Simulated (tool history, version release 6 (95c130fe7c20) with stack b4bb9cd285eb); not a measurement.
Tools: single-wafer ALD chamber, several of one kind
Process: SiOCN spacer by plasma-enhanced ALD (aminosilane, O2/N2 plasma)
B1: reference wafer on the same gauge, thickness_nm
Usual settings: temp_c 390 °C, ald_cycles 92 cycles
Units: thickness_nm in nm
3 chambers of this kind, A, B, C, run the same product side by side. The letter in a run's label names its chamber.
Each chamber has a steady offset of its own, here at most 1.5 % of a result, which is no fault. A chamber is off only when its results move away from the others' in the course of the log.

{"run": "1A", "hour": 4.6, "temp_c": 390, "ald_cycles": 92, "B1": 6.6214, "thickness_nm": 5.5862}
{"run": "2C", "hour": 9.7, "temp_c": 390, "ald_cycles": 92, "B1": 6.6197, "thickness_nm": 5.4985}
{"run": "3B", "hour": 12.5, "temp_c": 390, "ald_cycles": 92, "B1": 6.6199, "thickness_nm": 5.541}
{"run": "4C", "hour": 15.7, "temp_c": 390, "ald_cycles": 92, "B1": 6.6254, "thickness_nm": 5.5008}
{"run": "5A", "hour": 19.6, "temp_c": 390, "ald_cycles": 92, "B1": 6.6248, "thickness_nm": 5.5875}
{"run": "6B", "hour": 22.9, "temp_c": 390, "ald_cycles": 86, "B1": 6.6238, "thickness_nm": 5.1866}
{"run": "7A", "hour": 28.5, "temp_c": 390, "ald_cycles": 86, "B1": 6.6264, "thickness_nm": 5.2247}
{"run": "8B", "hour": 34.1, "temp_c": 390, "ald_cycles": 86, "B1": 6.6255, "thickness_nm": 5.1898}
{"run": "9C", "hour": 37.4, "temp_c": 390, "ald_cycles": 92, "B1": 6.6269, "thickness_nm": 5.4971}
{"run": "10C", "hour": 40.5, "temp_c": 384, "ald_cycles": 85, "B1": 6.6279, "thickness_nm": 5.0767}
{"run": "11A", "hour": 45.2, "temp_c": 384, "ald_cycles": 85, "B1": 6.6312, "thickness_nm": 5.1585}
{"run": "12B", "hour": 51.3, "temp_c": 384, "ald_cycles": 85, "B1": 6.6304, "thickness_nm": 5.1319}
{"run": "13C", "hour": 55.9, "temp_c": 403, "ald_cycles": 84, "B1": 6.6306, "thickness_nm": 4.9799}
{"run": "14B", "hour": 60.7, "temp_c": 403, "ald_cycles": 84, "B1": 6.6351, "thickness_nm": 5.0361}
{"run": "15A", "hour": 65.8, "temp_c": 403, "ald_cycles": 84, "B1": 6.6349, "thickness_nm": 5.0675}
{"run": "16A", "hour": 70.2, "temp_c": 390, "ald_cycles": 77, "B1": 6.634, "thickness_nm": 4.6801}
{"run": "17B", "hour": 76.3, "temp_c": 390, "ald_cycles": 77, "B1": 6.6382, "thickness_nm": 4.6482}
{"run": "18C", "hour": 81.9, "temp_c": 390, "ald_cycles": 77, "B1": 6.6372, "thickness_nm": 4.6142}
{"run": "19A", "hour": 84.8, "temp_c": 390, "ald_cycles": 92, "B1": 6.6393, "thickness_nm": 5.5962}
{"run": "20C", "hour": 88.7, "temp_c": 390, "ald_cycles": 92, "B1": 6.6384, "thickness_nm": 5.5178}
{"run": "21B", "hour": 93.4, "temp_c": 390, "ald_cycles": 92, "B1": 6.6423, "thickness_nm": 5.5682}
{"run": "22C", "hour": 97.5, "temp_c": 390, "ald_cycles": 92, "B1": 6.6412, "thickness_nm": 5.5071}
{"run": "23A", "hour": 101.4, "temp_c": 390, "ald_cycles": 92, "B1": 6.6418, "thickness_nm": 5.5984}
{"run": "24B", "hour": 107.5, "temp_c": 390, "ald_cycles": 92, "B1": 6.6447, "thickness_nm": 5.5699}
{"run": "25C", "hour": 111.0, "temp_c": 390, "ald_cycles": 92, "B1": 6.6444, "thickness_nm": 5.5146}
{"run": "26B", "hour": 116.8, "temp_c": 390, "ald_cycles": 92, "B1": 6.6462, "thickness_nm": 5.5632}
{"run": "27A", "hour": 120.0, "temp_c": 390, "ald_cycles": 92, "B1": 6.6473, "thickness_nm": 5.6023}
{"run": "28A", "hour": 124.0, "temp_c": 390, "ald_cycles": 92, "B1": 6.6483, "thickness_nm": 5.5939}
{"run": "29B", "hour": 129.9, "temp_c": 390, "ald_cycles": 92, "B1": 6.6477, "thickness_nm": 5.5717}

Is one chamber off against the others, does the gauge drift, or is nothing wrong? If a chamber is off, say which, and what the likeliest cause is.

The gauge drifts, so all chambers seem to drift together. No chamber is off.
Cause: gauge reads high (%) = 0.457.

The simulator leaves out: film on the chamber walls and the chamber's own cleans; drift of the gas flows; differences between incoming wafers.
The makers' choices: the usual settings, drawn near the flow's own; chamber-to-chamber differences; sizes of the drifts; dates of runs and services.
